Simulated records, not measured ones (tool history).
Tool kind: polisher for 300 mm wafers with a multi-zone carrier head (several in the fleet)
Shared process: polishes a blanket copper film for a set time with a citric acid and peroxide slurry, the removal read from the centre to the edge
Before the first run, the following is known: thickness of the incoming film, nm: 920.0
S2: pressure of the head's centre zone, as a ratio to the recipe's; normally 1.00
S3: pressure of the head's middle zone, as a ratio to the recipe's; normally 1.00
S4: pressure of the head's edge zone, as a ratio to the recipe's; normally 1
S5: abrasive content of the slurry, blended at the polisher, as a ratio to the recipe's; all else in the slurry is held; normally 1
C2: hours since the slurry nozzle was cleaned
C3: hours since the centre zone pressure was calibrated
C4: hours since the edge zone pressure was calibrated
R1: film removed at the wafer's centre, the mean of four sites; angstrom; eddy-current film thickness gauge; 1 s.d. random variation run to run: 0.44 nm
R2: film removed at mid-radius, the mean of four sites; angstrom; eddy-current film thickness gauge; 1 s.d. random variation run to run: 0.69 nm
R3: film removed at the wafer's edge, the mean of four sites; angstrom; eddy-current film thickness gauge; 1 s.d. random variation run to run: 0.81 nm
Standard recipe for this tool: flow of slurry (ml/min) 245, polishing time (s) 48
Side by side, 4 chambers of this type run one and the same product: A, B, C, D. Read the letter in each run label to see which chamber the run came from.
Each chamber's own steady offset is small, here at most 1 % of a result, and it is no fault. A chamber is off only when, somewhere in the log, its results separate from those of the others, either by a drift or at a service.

At hour 0.9: chamber D: slurry nozzle cleaned.
Run 1A, hour 2.7: usual settings; wafers polished on this pad 96; C2 159.7; C3 1163.2; C4 246.2. Result: R1 643.06 angstrom, R2 644.51 angstrom, R3 634.79 angstrom.
Run 2C, hour 6.1: usual settings; wafers polished on this pad 613; C2 246.7; C3 280.9; C4 242.5. Result: R1 640.08 angstrom, R2 656.79 angstrom, R3 640.27 angstrom.
Run 3D, hour 8.4: usual settings; wafers polished on this pad 578; C2 7.5; C3 125.9; C4 203.3. Result: R1 637.00 angstrom, R2 640.49 angstrom, R3 644.57 angstrom.
Run 4B, hour 12.5: usual settings; wafers polished on this pad 355; C2 198.2; C3 579.2; C4 674.6. Result: R1 636.49 angstrom, R2 660.97 angstrom, R3 630.53 angstrom.
Run 5B, hour 16.4: usual settings; wafers polished on this pad 384; C2 202.1; C3 583.1; C4 678.5. Result: R1 637.18 angstrom, R2 634.20 angstrom, R3 641.10 angstrom.
At hour 18.6: chamber D: worn pad replaced by a new one.
Run 6A, hour 18.9: usual settings but S2 0.92; wafers polished on this pad 215; C2 175.9; C3 1179.4; C4 262.4. Result: R1 585.59 angstrom, R2 631.84 angstrom, R3 641.47 angstrom.
Run 7D, hour 23.0: usual settings but S2 0.92; wafers polished on this pad 32; C2 22.1; C3 140.5; C4 217.9. Result: R1 576.61 angstrom, R2 640.49 angstrom, R3 644.11 angstrom.
Run 8C, hour 25.5: usual settings but S2 0.92; wafers polished on this pad 756; C2 266.1; C3 300.3; C4 261.9. Result: R1 590.71 angstrom, R2 645.18 angstrom, R3 642.75 angstrom.
Run 9B, hour 28.4: usual settings but S2 0.92; wafers polished on this pad 472; C2 214.1; C3 595.1; C4 690.5. Result: R1 582.84 angstrom, R2 643.47 angstrom, R3 638.51 angstrom.
Run 10C, hour 30.6: usual settings but flow of slurry (ml/min) 185, S2 0.94; wafers polished on this pad 793; C2 271.2; C3 305.4; C4 267.0. Result: R1 581.99 angstrom, R2 616.65 angstrom, R3 609.15 angstrom.
Run 11D, hour 33.6: usual settings but flow of slurry (ml/min) 185, S2 0.94; wafers polished on this pad 110; C2 32.7; C3 151.1; C4 228.5. Result: R1 566.42 angstrom, R2 610.01 angstrom, R3 608.87 angstrom.
Run 12A, hour 37.5: usual settings but flow of slurry (ml/min) 185, S2 0.94; wafers polished on this pad 352; C2 194.5; C3 1198.0; C4 281.0. Result: R1 574.80 angstrom, R2 623.33 angstrom, R3 610.96 angstrom.
Run 13B, hour 41.5: usual settings but flow of slurry (ml/min) 185, S2 0.94; wafers polished on this pad 568; C2 227.2; C3 608.2; C4 703.6. Result: R1 570.09 angstrom, R2 609.55 angstrom, R3 625.81 angstrom.
Run 14A, hour 44.4: usual settings; wafers polished on this pad 403; C2 201.4; C3 1204.9; C4 287.9. Result: R1 642.16 angstrom, R2 643.87 angstrom, R3 647.83 angstrom.
Run 15C, hour 47.9: usual settings; wafers polished on this pad 920; C2 288.5; C3 322.7; C4 284.3. Result: R1 635.18 angstrom, R2 629.05 angstrom, R3 633.11 angstrom.
Run 16D, hour 51.2: usual settings; wafers polished on this pad 239; C2 50.3; C3 168.7; C4 246.1. Result: R1 629.57 angstrom, R2 634.38 angstrom, R3 656.35 angstrom.
Run 17D, hour 53.1: usual settings; wafers polished on this pad 253; C2 52.2; C3 170.6; C4 248.0. Result: R1 624.11 angstrom, R2 630.04 angstrom, R3 644.14 angstrom.
Run 18A, hour 55.5: usual settings; wafers polished on this pad 484; C2 212.5; C3 1216.0; C4 299.0. Result: R1 637.82 angstrom, R2 651.13 angstrom, R3 645.96 angstrom.
At hour 58.5: chamber B: worn pad replaced by a new one.
Run 19C, hour 58.7: usual settings but S3 0.91; wafers polished on this pad 999; C2 299.3; C3 333.5; C4 295.1. Result: R1 625.07 angstrom, R2 571.43 angstrom, R3 641.91 angstrom.
Run 20B, hour 62.1: usual settings but S3 0.91; wafers polished on this pad 26; C2 247.8; C3 628.8; C4 724.2. Result: R1 645.20 angstrom, R2 594.16 angstrom, R3 644.68 angstrom.
Run 21C, hour 65.1: usual settings but S3 0.91; wafers polished on this pad 1046; C2 305.7; C3 339.9; C4 301.5. Result: R1 620.79 angstrom, R2 567.27 angstrom, R3 615.62 angstrom.
Run 22B, hour 67.6: usual settings but S3 0.91; wafers polished on this pad 67; C2 253.3; C3 634.3; C4 729.7. Result: R1 639.97 angstrom, R2 586.40 angstrom, R3 647.01 angstrom.
At hour 69.7: chamber A: worn pad replaced by a new one.
Run 23A, hour 70.9: usual settings but polishing time (s) 60; wafers polished on this pad 9; C2 227.9; C3 1231.4; C4 314.4. Result: R1 793.32 angstrom, R2 806.53 angstrom, R3 780.11 angstrom.
Run 24D, hour 74.7: usual settings but polishing time (s) 60; wafers polished on this pad 412; C2 73.8; C3 192.2; C4 269.6. Result: R1 802.79 angstrom, R2 800.44 angstrom, R3 807.67 angstrom.
Run 25D, hour 77.0: usual settings but polishing time (s) 60; wafers polished on this pad 429; C2 76.1; C3 194.5; C4 271.9. Result: R1 788.61 angstrom, R2 796.79 angstrom, R3 793.51 angstrom.
Run 26C, hour 81.0: usual settings but polishing time (s) 60; wafers polished on this pad 1163; C2 321.6; C3 355.8; C4 317.4. Result: R1 770.92 angstrom, R2 755.11 angstrom, R3 771.43 angstrom.
Run 27A, hour 85.2: usual settings; wafers polished on this pad 114; C2 242.2; C3 1245.7; C4 328.7. Result: R1 641.96 angstrom, R2 656.16 angstrom, R3 642.18 angstrom.
Run 28B, hour 87.9: usual settings; wafers polished on this pad 216; C2 273.6; C3 654.6; C4 750.0. Result: R1 642.65 angstrom, R2 648.80 angstrom, R3 634.91 angstrom.
At hour 90.3: chamber C: worn pad replaced by a new one.
Run 29A, hour 90.7: usual settings; wafers polished on this pad 154; C2 247.7; C3 1251.2; C4 334.2. Result: R1 640.83 angstrom, R2 647.95 angstrom, R3 639.29 angstrom.
Run 30C, hour 92.9: usual settings; wafers polished on this pad 19; C2 333.5; C3 367.7; C4 329.3. Result: R1 598.36 angstrom, R2 601.06 angstrom, R3 618.28 angstrom.
Run 31D, hour 95.4: usual settings; wafers polished on this pad 564; C2 94.5; C3 212.9; C4 290.3. Result: R1 637.17 angstrom, R2 627.31 angstrom, R3 650.71 angstrom.
Run 32B, hour 97.8: usual settings; wafers polished on this pad 288; C2 283.5; C3 664.5; C4 759.9. Result: R1 637.65 angstrom, R2 640.46 angstrom, R3 645.65 angstrom.
Run 33B, hour 99.7: usual settings but flow of slurry (ml/min) 310; wafers polished on this pad 302; C2 285.4; C3 666.4; C4 761.8. Result: R1 666.65 angstrom, R2 655.84 angstrom, R3 646.94 angstrom.

All 4 chambers run these settings next. Forecast each chamber's results:
Run 34A, hour 102.8: usual settings but polishing time (s) 38. Result: R1 ?, R2 ?, R3 ?.
Run 34B, hour 102.8: usual settings but polishing time (s) 38. Result: R1 ?, R2 ?, R3 ?.
Run 34C, hour 102.8: usual settings but polishing time (s) 38. Result: R1 ?, R2 ?, R3 ?.
Run 34D, hour 102.8: usual settings but polishing time (s) 38. Result: R1 ?, R2 ?, R3 ?.

run      R1      R2      R3
34A  503.91  509.67  505.62
34B  506.85  504.33  513.66
34C  467.15  465.53  485.89
34D  501.01  495.68  520.10

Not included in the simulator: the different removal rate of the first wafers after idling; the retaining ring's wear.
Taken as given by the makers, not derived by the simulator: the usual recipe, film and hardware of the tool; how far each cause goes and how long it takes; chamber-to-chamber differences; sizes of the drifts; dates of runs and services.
